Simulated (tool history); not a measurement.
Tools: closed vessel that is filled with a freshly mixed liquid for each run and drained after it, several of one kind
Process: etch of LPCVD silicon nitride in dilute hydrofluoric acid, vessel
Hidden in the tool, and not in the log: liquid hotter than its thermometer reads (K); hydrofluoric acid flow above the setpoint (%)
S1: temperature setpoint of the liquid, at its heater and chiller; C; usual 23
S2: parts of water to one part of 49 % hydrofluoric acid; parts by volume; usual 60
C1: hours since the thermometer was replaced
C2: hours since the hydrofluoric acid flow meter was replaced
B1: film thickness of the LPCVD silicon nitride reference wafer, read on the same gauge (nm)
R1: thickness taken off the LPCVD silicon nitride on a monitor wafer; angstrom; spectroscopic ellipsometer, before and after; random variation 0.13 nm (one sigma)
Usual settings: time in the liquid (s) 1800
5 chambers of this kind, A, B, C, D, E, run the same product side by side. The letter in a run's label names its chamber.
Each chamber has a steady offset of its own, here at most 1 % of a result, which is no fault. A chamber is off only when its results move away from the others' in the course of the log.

run 1C hour=8.6 | S1=23 S2=60 time_in_the_liquid_(s)=1800 | C1=858.6 C2=2008.5 | B1=60.008 | R1=148.42
-- hour=18.9 chamber B: hydrofluoric acid flow meter replaced
run 2B hour=20.4 | S1=23 S2=60 time_in_the_liquid_(s)=1800 | C1=287.3 C2=1.6 | B1=60.018 | R1=147.41
run 3D hour=30.7 | S1=23 S2=60 time_in_the_liquid_(s)=1800 | C1=1459.5 C2=299 | B1=60.012 | R1=146.8
run 4E hour=39.7 | S1=23 S2=60 time_in_the_liquid_(s)=1800 | C1=1666.7 C2=1139.9 | B1=59.992 | R1=148.39
run 5A hour=53.7 | S1=23 S2=60 time_in_the_liquid_(s)=1800 | C1=454.2 C2=528.9 | B1=59.988 | R1=148.02
run 6D hour=63.7 | S1=23 S2=60 time_in_the_liquid_(s)=1800 | C1=1492.5 C2=332 | B1=59.997 | R1=148.72
run 7C hour=76.5 | S1=23 S2=60 time_in_the_liquid_(s)=1800 | C1=926.5 C2=2076.4 | B1=60.01 | R1=147.21
run 8B hour=85.6 | S1=23 S2=60 time_in_the_liquid_(s)=1800 | C1=352.5 C2=66.8 | B1=60.006 | R1=147.73
run 9A hour=96.6 | S1=23 S2=80 time_in_the_liquid_(s)=1480 | C1=497.1 C2=571.8 | B1=60.009 | R1=92.254
run 10E hour=110.8 | S1=23 S2=80 time_in_the_liquid_(s)=1480 | C1=1737.8 C2=1211 | B1=60.002 | R1=91.783
run 11B hour=119.6 | S1=23 S2=80 time_in_the_liquid_(s)=1480 | C1=386.5 C2=100.8 | B1=59.991 | R1=91.729
run 12C hour=127.5 | S1=23 S2=80 time_in_the_liquid_(s)=1480 | C1=977.5 C2=2127.4 | B1=59.989 | R1=91.914
run 13A hour=138.5 | S1=23 S2=80 time_in_the_liquid_(s)=1480 | C1=539 C2=613.7 | B1=60 | R1=90.594
run 14E hour=152.6 | S1=23 S2=75 time_in_the_liquid_(s)=1800 | C1=1779.6 C2=1252.8 | B1=60.009 | R1=119.02
run 15D hour=164.6 | S1=23 S2=75 time_in_the_liquid_(s)=1800 | C1=1593.4 C2=432.9 | B1=59.997 | R1=119.75
run 16E hour=176 | S1=23 S2=75 time_in_the_liquid_(s)=1800 | C1=1803 C2=1276.2 | B1=59.995 | R1=119.83
run 17C hour=183 | S1=23 S2=75 time_in_the_liquid_(s)=1800 | C1=1033 C2=2182.9 | B1=60.005 | R1=122.58
run 18B hour=189.2 | S1=23 S2=75 time_in_the_liquid_(s)=1800 | C1=456.1 C2=170.4 | B1=60.003 | R1=120.17
run 19D hour=199 | S1=23 S2=60 time_in_the_liquid_(s)=1800 | C1=1627.8 C2=467.3 | B1=60.009 | R1=148.09
run 20A hour=213 | S1=23 S2=60 time_in_the_liquid_(s)=1800 | C1=613.5 C2=688.2 | B1=59.996 | R1=148.01
run 21C hour=222.4 | S1=23 S2=60 time_in_the_liquid_(s)=1800 | C1=1072.4 C2=2222.3 | B1=60 | R1=155.55
run 22A hour=230.5 | S1=23 S2=60 time_in_the_liquid_(s)=1800 | C1=631 C2=705.7 | B1=59.987 | R1=147.79
run 23E hour=240 | S1=23 S2=60 time_in_the_liquid_(s)=1800 | C1=1867 C2=1340.2 | B1=59.991 | R1=148.85
run 24D hour=252.3 | S1=23 S2=60 time_in_the_liquid_(s)=1800 | C1=1681.1 C2=520.6 | B1=59.997 | R1=146.77
run 25B hour=258.4 | S1=21 S2=35 time_in_the_liquid_(s)=1800 | C1=525.3 C2=239.6 | B1=60 | R1=216.29
run 26B hour=268.6 | S1=21 S2=35 time_in_the_liquid_(s)=1800 | C1=535.5 C2=249.8 | B1=59.992 | R1=213.85
run 27E hour=281.3 | S1=21 S2=35 time_in_the_liquid_(s)=1800 | C1=1908.3 C2=1381.5 | B1=60.017 | R1=220.1
run 28D hour=292.9 | S1=21 S2=35 time_in_the_liquid_(s)=1800 | C1=1721.7 C2=561.2 | B1=59.983 | R1=217.09
run 29C hour=306.3 | S1=21 S2=35 time_in_the_liquid_(s)=1800 | C1=1156.3 C2=2306.2 | B1=59.994 | R1=239.36
run 30A hour=318.7 | S1=23 S2=60 time_in_the_liquid_(s)=1800 | C1=719.2 C2=793.9 | B1=59.982 | R1=150.33
run 31D hour=326.6 | S1=23 S2=60 time_in_the_liquid_(s)=1800 | C1=1755.4 C2=594.9 | B1=60.013 | R1=149.31
-- hour=332 chamber E: thermometer replaced
run 32E hour=338.3 | S1=23 S2=60 time_in_the_liquid_(s)=1800 | C1=6.4 C2=1438.5 | B1=59.995 | R1=150.71
run 33B hour=350.3 | S1=23 S2=60 time_in_the_liquid_(s)=1800 | C1=617.2 C2=331.5 | B1=60.004 | R1=146.63
run 34C hour=359.7 | S1=23 S2=60 time_in_the_liquid_(s)=1800 | C1=1209.7 C2=2359.6 | B1=59.977 | R1=165.83
run 35A hour=367.4 | S1=23 S2=60 time_in_the_liquid_(s)=1800 | C1=767.9 C2=842.6 | B1=59.997 | R1=149.34
run 36E hour=377.3 | S1=23 S2=60 time_in_the_liquid_(s)=1800 | C1=45.4 C2=1477.5 | B1=59.995 | R1=147.3
run 37A hour=385.5 | S1=23 S2=60 time_in_the_liquid_(s)=1800 | C1=786 C2=860.7 | B1=60.004 | R1=148.1

All 5 chambers run these settings next. Forecast each chamber's results:
run 38A hour=395.6 | S1=23 S2=60 time_in_the_liquid_(s)=1800 | R1=?
run 38B hour=395.6 | S1=23 S2=60 time_in_the_liquid_(s)=1800 | R1=?
run 38C hour=395.6 | S1=23 S2=60 time_in_the_liquid_(s)=1800 | R1=?
run 38D hour=395.6 | S1=23 S2=60 time_in_the_liquid_(s)=1800 | R1=?
run 38E hour=395.6 | S1=23 S2=60 time_in_the_liquid_(s)=1800 | R1=?

run=38A R1=151.38
run=38B R1=146.39
run=38C R1=166.35
run=38D R1=150.14
run=38E R1=149.1
